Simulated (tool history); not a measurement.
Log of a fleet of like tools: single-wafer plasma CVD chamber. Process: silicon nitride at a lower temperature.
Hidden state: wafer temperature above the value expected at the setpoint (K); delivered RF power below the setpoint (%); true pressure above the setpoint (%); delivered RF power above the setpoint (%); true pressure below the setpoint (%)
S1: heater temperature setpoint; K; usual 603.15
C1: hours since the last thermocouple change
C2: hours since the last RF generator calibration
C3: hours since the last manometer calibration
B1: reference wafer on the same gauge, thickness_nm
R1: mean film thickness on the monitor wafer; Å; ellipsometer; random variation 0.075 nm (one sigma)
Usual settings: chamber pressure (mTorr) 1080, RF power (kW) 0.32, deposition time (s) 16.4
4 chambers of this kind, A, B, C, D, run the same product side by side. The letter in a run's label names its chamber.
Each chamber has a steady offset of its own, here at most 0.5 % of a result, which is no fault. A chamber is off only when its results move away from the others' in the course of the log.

{"run": "1C", "hour": 4.3, "S1": 603.15, "chamber pressure (mTorr)": 1080, "RF power (kW)": 0.32, "deposition time (s)": 16.4, "C1": 1058, "C2": 1980.5, "C3": 544.8, "B1": 18.597, "R1": 181.78}
{"run": "2B", "hour": 11.2, "S1": 603.15, "chamber pressure (mTorr)": 1080, "RF power (kW)": 0.32, "deposition time (s)": 16.4, "C1": 1814, "C2": 200.2, "C3": 790.8, "B1": 18.604, "R1": 179.85}
{"run": "3A", "hour": 19.4, "S1": 603.15, "chamber pressure (mTorr)": 1080, "RF power (kW)": 0.32, "deposition time (s)": 16.4, "C1": 825.7, "C2": 350.6, "C3": 1118.9, "B1": 18.596, "R1": 182.04}
{"run": "4D", "hour": 25.6, "S1": 603.15, "chamber pressure (mTorr)": 1080, "RF power (kW)": 0.32, "deposition time (s)": 16.4, "C1": 1490.5, "C2": 843.1, "C3": 739.4, "B1": 18.593, "R1": 181.12}
{"run": "5C", "hour": 33.6, "S1": 603.15, "chamber pressure (mTorr)": 1080, "RF power (kW)": 0.32, "deposition time (s)": 16.4, "C1": 1087.3, "C2": 2009.8, "C3": 574.1, "B1": 18.602, "R1": 180.97}
{"run": "6A", "hour": 40.4, "S1": 603.15, "chamber pressure (mTorr)": 1080, "RF power (kW)": 0.32, "deposition time (s)": 16.4, "C1": 846.7, "C2": 371.6, "C3": 1139.9, "B1": 18.57, "R1": 181.08}
{"run": "7D", "hour": 48.8, "S1": 603.15, "chamber pressure (mTorr)": 1080, "RF power (kW)": 0.32, "deposition time (s)": 16.4, "C1": 1513.7, "C2": 866.3, "C3": 762.6, "B1": 18.59, "R1": 180.86}
{"run": "8B", "hour": 54.6, "S1": 603.15, "chamber pressure (mTorr)": 1080, "RF power (kW)": 0.32, "deposition time (s)": 16.4, "C1": 1857.4, "C2": 243.6, "C3": 834.2, "B1": 18.594, "R1": 180.48}
{"run": "9D", "hour": 61.7, "S1": 594.15, "chamber pressure (mTorr)": 1080, "RF power (kW)": 0.285, "deposition time (s)": 16.4, "C1": 1526.6, "C2": 879.2, "C3": 775.5, "B1": 18.594, "R1": 167.42}
{"run": "10A", "hour": 69.1, "S1": 594.15, "chamber pressure (mTorr)": 1080, "RF power (kW)": 0.285, "deposition time (s)": 16.4, "C1": 875.4, "C2": 400.3, "C3": 1168.6, "B1": 18.611, "R1": 168.42}
{"run": "11C", "hour": 74.5, "S1": 594.15, "chamber pressure (mTorr)": 1080, "RF power (kW)": 0.285, "deposition time (s)": 16.4, "C1": 1128.2, "C2": 2050.7, "C3": 615, "B1": 18.593, "R1": 166.97}
{"run": "12B", "hour": 82.3, "S1": 594.15, "chamber pressure (mTorr)": 1080, "RF power (kW)": 0.285, "deposition time (s)": 16.4, "C1": 1885.1, "C2": 271.3, "C3": 861.9, "B1": 18.601, "R1": 167.67}
{"run": "13A", "hour": 90.9, "S1": 603.15, "chamber pressure (mTorr)": 1080, "RF power (kW)": 0.32, "deposition time (s)": 16.4, "C1": 897.2, "C2": 422.1, "C3": 1190.4, "B1": 18.605, "R1": 182.27}
{"run": "14C", "hour": 99.9, "S1": 603.15, "chamber pressure (mTorr)": 1080, "RF power (kW)": 0.32, "deposition time (s)": 16.4, "C1": 1153.6, "C2": 2076.1, "C3": 640.4, "B1": 18.584, "R1": 181.24}
{"run": "15B", "hour": 106.4, "S1": 603.15, "chamber pressure (mTorr)": 1080, "RF power (kW)": 0.32, "deposition time (s)": 16.4, "C1": 1909.2, "C2": 295.4, "C3": 886, "B1": 18.591, "R1": 180.95}
{"run": "16D", "hour": 113.7, "S1": 603.15, "chamber pressure (mTorr)": 1080, "RF power (kW)": 0.32, "deposition time (s)": 16.4, "C1": 1578.6, "C2": 931.2, "C3": 827.5, "B1": 18.624, "R1": 179.95}
{"run": "17C", "hour": 119.1, "S1": 603.15, "chamber pressure (mTorr)": 1080, "RF power (kW)": 0.285, "deposition time (s)": 16.4, "C1": 1172.8, "C2": 2095.3, "C3": 659.6, "B1": 18.607, "R1": 167.36}
{"hour": 124.8, "done": "chamber C: RF generator calibrated"}
{"run": "18B", "hour": 127.6, "S1": 603.15, "chamber pressure (mTorr)": 1080, "RF power (kW)": 0.285, "deposition time (s)": 16.4, "C1": 1930.4, "C2": 316.6, "C3": 907.2, "B1": 18.598, "R1": 166.76}
{"run": "19D", "hour": 135.7, "S1": 603.15, "chamber pressure (mTorr)": 1080, "RF power (kW)": 0.285, "deposition time (s)": 16.4, "C1": 1600.6, "C2": 953.2, "C3": 849.5, "B1": 18.598, "R1": 167.52}
{"run": "20A", "hour": 141.8, "S1": 603.15, "chamber pressure (mTorr)": 1080, "RF power (kW)": 0.285, "deposition time (s)": 16.4, "C1": 948.1, "C2": 473, "C3": 1241.3, "B1": 18.596, "R1": 167.96}
{"run": "21D", "hour": 147.1, "S1": 603.15, "chamber pressure (mTorr)": 1080, "RF power (kW)": 0.265, "deposition time (s)": 14.6, "C1": 1612, "C2": 964.6, "C3": 860.9, "B1": 18.596, "R1": 141.04}
{"run": "22B", "hour": 155.0, "S1": 603.15, "chamber pressure (mTorr)": 1080, "RF power (kW)": 0.265, "deposition time (s)": 14.6, "C1": 1957.8, "C2": 344, "C3": 934.6, "B1": 18.589, "R1": 141.8}
{"run": "23C", "hour": 160.4, "S1": 603.15, "chamber pressure (mTorr)": 1080, "RF power (kW)": 0.265, "deposition time (s)": 14.6, "C1": 1214.1, "C2": 35.6, "C3": 700.9, "B1": 18.577, "R1": 140.93}
{"run": "24A", "hour": 164.9, "S1": 603.15, "chamber pressure (mTorr)": 1080, "RF power (kW)": 0.265, "deposition time (s)": 14.6, "C1": 971.2, "C2": 496.1, "C3": 1264.4, "B1": 18.61, "R1": 142.95}
{"run": "25B", "hour": 173.0, "S1": 603.15, "chamber pressure (mTorr)": 1080, "RF power (kW)": 0.32, "deposition time (s)": 16.4, "C1": 1975.8, "C2": 362, "C3": 952.6, "B1": 18.617, "R1": 181.66}
{"run": "26A", "hour": 177.3, "S1": 603.15, "chamber pressure (mTorr)": 1080, "RF power (kW)": 0.32, "deposition time (s)": 16.4, "C1": 983.6, "C2": 508.5, "C3": 1276.8, "B1": 18.606, "R1": 182.77}
{"run": "27D", "hour": 184.2, "S1": 603.15, "chamber pressure (mTorr)": 1080, "RF power (kW)": 0.32, "deposition time (s)": 16.4, "C1": 1649.1, "C2": 1001.7, "C3": 898, "B1": 18.602, "R1": 180.34}
{"run": "28C", "hour": 193.1, "S1": 603.15, "chamber pressure (mTorr)": 1080, "RF power (kW)": 0.32, "deposition time (s)": 16.4, "C1": 1246.8, "C2": 68.3, "C3": 733.6, "B1": 18.586, "R1": 182.05}

All 4 chambers run these settings next. Forecast each chamber's results:
{"run": "29A", "hour": 199.6, "S1": 603.15, "chamber pressure (mTorr)": 1080, "RF power (kW)": 0.32, "deposition time (s)": 16.4, "R1": "?"}
{"run": "29B", "hour": 199.6, "S1": 603.15, "chamber pressure (mTorr)": 1080, "RF power (kW)": 0.32, "deposition time (s)": 16.4, "R1": "?"}
{"run": "29C", "hour": 199.6, "S1": 603.15, "chamber pressure (mTorr)": 1080, "RF power (kW)": 0.32, "deposition time (s)": 16.4, "R1": "?"}
{"run": "29D", "hour": 199.6, "S1": 603.15, "chamber pressure (mTorr)": 1080, "RF power (kW)": 0.32, "deposition time (s)": 16.4, "R1": "?"}

run=29A R1=180.25
run=29B R1=179.25
run=29C R1=180.72
run=29D R1=181.27

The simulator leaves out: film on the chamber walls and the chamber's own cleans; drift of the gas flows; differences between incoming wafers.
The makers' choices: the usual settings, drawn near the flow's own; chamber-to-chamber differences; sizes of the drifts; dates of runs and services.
